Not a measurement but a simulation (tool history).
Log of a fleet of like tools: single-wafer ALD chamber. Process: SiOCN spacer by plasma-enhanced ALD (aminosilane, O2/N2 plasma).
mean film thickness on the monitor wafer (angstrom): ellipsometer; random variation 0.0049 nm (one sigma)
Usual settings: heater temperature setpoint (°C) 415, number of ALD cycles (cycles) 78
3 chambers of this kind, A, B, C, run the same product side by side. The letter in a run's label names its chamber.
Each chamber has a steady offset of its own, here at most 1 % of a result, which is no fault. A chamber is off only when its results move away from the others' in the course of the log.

run	hour	heater temperature setpoint (°C)	number of ALD cycles (cycles)	read-back reference wafer on the same gauge, thickness_nm	mean film thickness on the monitor wafer (angstrom)
1C	9.9	415	78	5.1007	44.647
2A	18.3	415	78	5.1018	44.861
3B	25.9	415	78	5.1012	44.790
4C	34.4	415	78	5.1031	44.721
5B	44.1	415	78	5.1020	44.694
6A	53.5	415	78	5.1039	44.828
7B	64.1	415	78	5.1042	44.699
8C	71.6	415	78	5.1041	44.748
9A	80.7	415	78	5.1048	44.819
10B	89.8	415	78	5.1055	44.806
11A	99.2	415	78	5.1070	44.861
12C	106.6	415	78	5.1070	44.701
13A	114.3	415	78	5.1086	44.820
14C	124.8	415	78	5.1079	44.725
15B	133.7	415	78	5.1080	44.817
16A	139.6	415	78	5.1094	44.964
17C	149.9	415	78	5.1091	44.858
18B	161.7	415	78	5.1095	44.774
19B	168.3	401	78	5.1106	46.760
20A	176.3	401	78	5.1105	46.967
21C	186.0	401	78	5.1107	46.711
22C	197.1	415	78	5.1133	44.832
23A	203.4	415	78	5.1138	44.880
24B	215.0	415	78	5.1138	44.823
25A	220.3	415	78	5.1134	44.870
26B	231.3	415	78	5.1158	44.723
27C	243.2	415	78	5.1160	44.844
28B	255.0	415	78	5.1164	44.880
29A	260.5	415	78	5.1166	44.956
30C	270.1	415	78	5.1172	44.853
31A	279.1	415	78	5.1170	44.933
32B	288.6	415	78	5.1181	44.898
33C	294.3	415	87	5.1187	49.975
34C	302.3	415	87	5.1178	50.052
35B	311.0	415	87	5.1199	50.115
36A	320.0	415	78	5.1194	45.046
37C	328.2	415	78	5.1209	44.794
38B	337.8	415	78	5.1212	44.962
39A	344.0	415	78	5.1220	44.935
40A	353.8	415	78	5.1222	45.017

All 3 chambers run these settings next. Forecast each chamber's results:
41A	362.4	415	78		?
41B	362.4	415	78		?
41C	362.4	415	78		?

run	mean film thickness on the monitor wafer (angstrom)
41A	45.041
41B	44.955
41C	44.854

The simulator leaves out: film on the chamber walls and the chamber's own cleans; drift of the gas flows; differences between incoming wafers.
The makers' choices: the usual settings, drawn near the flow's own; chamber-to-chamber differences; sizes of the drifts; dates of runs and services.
